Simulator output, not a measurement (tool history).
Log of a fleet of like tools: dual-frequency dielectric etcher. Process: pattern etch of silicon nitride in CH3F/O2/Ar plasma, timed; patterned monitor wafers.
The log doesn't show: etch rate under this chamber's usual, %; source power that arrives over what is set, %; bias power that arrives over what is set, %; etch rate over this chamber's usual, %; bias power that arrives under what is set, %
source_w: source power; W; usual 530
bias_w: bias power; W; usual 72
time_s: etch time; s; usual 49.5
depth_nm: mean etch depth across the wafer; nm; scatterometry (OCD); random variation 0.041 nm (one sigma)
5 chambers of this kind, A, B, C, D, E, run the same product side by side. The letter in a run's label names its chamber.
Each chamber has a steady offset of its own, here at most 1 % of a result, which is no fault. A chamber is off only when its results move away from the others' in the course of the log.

run   hour  source_w  bias_w  time_s  hours since the last wet clean  hours since the last source power generator calibration  hours since the last bias power generator calibration  read-back reference wafer on the same gauge, depth_nm  depth_nm
 1C    6.6       530      72    49.5                            76.2                                                   1426.8                                                  985.8                                                 45.302    38.965
 2B   14.1       530      72    49.5                           344.3                                                    822.0                                                  692.7                                                 45.302    38.583
 3E   24.8       530      72    49.5                           314.0                                                   1734.6                                                 1326.3                                                 45.317    38.708
 4A   36.8       530      72    49.5                           193.5                                                    552.4                                                  134.8                                                 45.327    38.628
 5D   44.6       530      72    57.5                           124.0                                                   3675.2                                                 3422.3                                                 45.319    45.078
 6A   54.3       530      72    57.5                           211.0                                                    569.9                                                  152.3                                                 45.327    44.863
 7D   67.4       530      72    57.5                           146.8                                                   3698.0                                                 3445.1                                                 45.336    45.072
 8C   81.7       530      72    57.5                           151.3                                                   1501.9                                                 1060.9                                                 45.352    45.343
 9B   94.7       530      72    57.5                           424.9                                                    902.6                                                  773.3                                                 45.349    44.793
     108.1  -- chamber D: bias power generator calibrated
10E  108.8       530      72    49.5                           398.0                                                   1818.6                                                 1410.3                                                 45.351    38.759
11B  117.8       530      72    49.5                           448.0                                                    925.7                                                  796.4                                                 45.375    38.594
12E  125.9       530      72    49.5                           415.1                                                   1835.7                                                 1427.4                                                 45.364    38.756
13C  137.4       530      72    49.5                           207.0                                                   1557.6                                                 1116.6                                                 45.372    39.047
14A  145.7       530      72    49.5                           302.4                                                    661.3                                                  243.7                                                 45.371    38.659
15D  155.3       530      72    49.5                           234.7                                                   3785.9                                                   47.3                                                 45.388    38.866
16E  168.5       530      72    49.5                           457.7                                                   1878.3                                                 1470.0                                                 45.400    38.785
17C  182.5       530      72    49.5                           252.1                                                   1602.7                                                 1161.7                                                 45.395    39.017
18A  193.6       530      72    49.5                           350.3                                                    709.2                                                  291.6                                                 45.402    38.573
19D  204.1       530      72    49.5                           283.5                                                   3834.7                                                   96.1                                                 45.415    38.932
     208.9  -- chamber B: wet clean of the chamber
20B  214.9       530      72    49.5                             6.0                                                   1022.8                                                  893.5                                                 45.421    38.524
21D  228.6       530      72    49.5                           308.0                                                   3859.2                                                  120.6                                                 45.419    38.966
     228.7  -- chamber E: wet clean of the chamber
22E  235.4       530      72    49.5                             6.7                                                   1945.2                                                 1536.9                                                 45.443    38.819
23B  242.4       530      72    49.5                            33.5                                                   1050.3                                                  921.0                                                 45.421    38.565
24A  256.1       530      72    49.5                           412.8                                                    771.7                                                  354.1                                                 45.443    38.747
25C  268.4       630      72    43.0                           338.0                                                   1688.6                                                 1247.6                                                 45.464    36.283
26D  278.0       630      72    43.0                           357.4                                                   3908.6                                                  170.0                                                 45.445    36.140
27B  284.8       630      72    43.0                            75.9                                                   1092.7                                                  963.4                                                 45.462    35.861
28A  298.6       630      72    43.0                           455.3                                                    814.2                                                  396.6                                                 45.452    35.974
29E  311.6       630      72    43.0                            82.9                                                   2021.4                                                 1613.1                                                 45.477    35.997
30C  325.1       530      72    49.5                           394.7                                                   1745.3                                                 1304.3                                                 45.481    39.135
31D  338.7       530      72    49.5                           418.1                                                   3969.3                                                  230.7                                                 45.480    38.991
32C  349.4       530      72    49.5                           419.0                                                   1769.6                                                 1328.6                                                 45.479    39.154

All 5 chambers run these settings next. Forecast each chamber's results:
33A  359.7       530      72    49.5                                                                                                                                                                                                                ?
33B  359.7       530      72    49.5                                                                                                                                                                                                                ?
33C  359.7       530      72    49.5                                                                                                                                                                                                                ?
33D  359.7       530      72    49.5                                                                                                                                                                                                                ?
33E  359.7       530      72    49.5                                                                                                                                                                                                                ?

run  depth_nm
33A    38.734
33B    38.711
33C    39.059
33D    38.981
33E    38.878
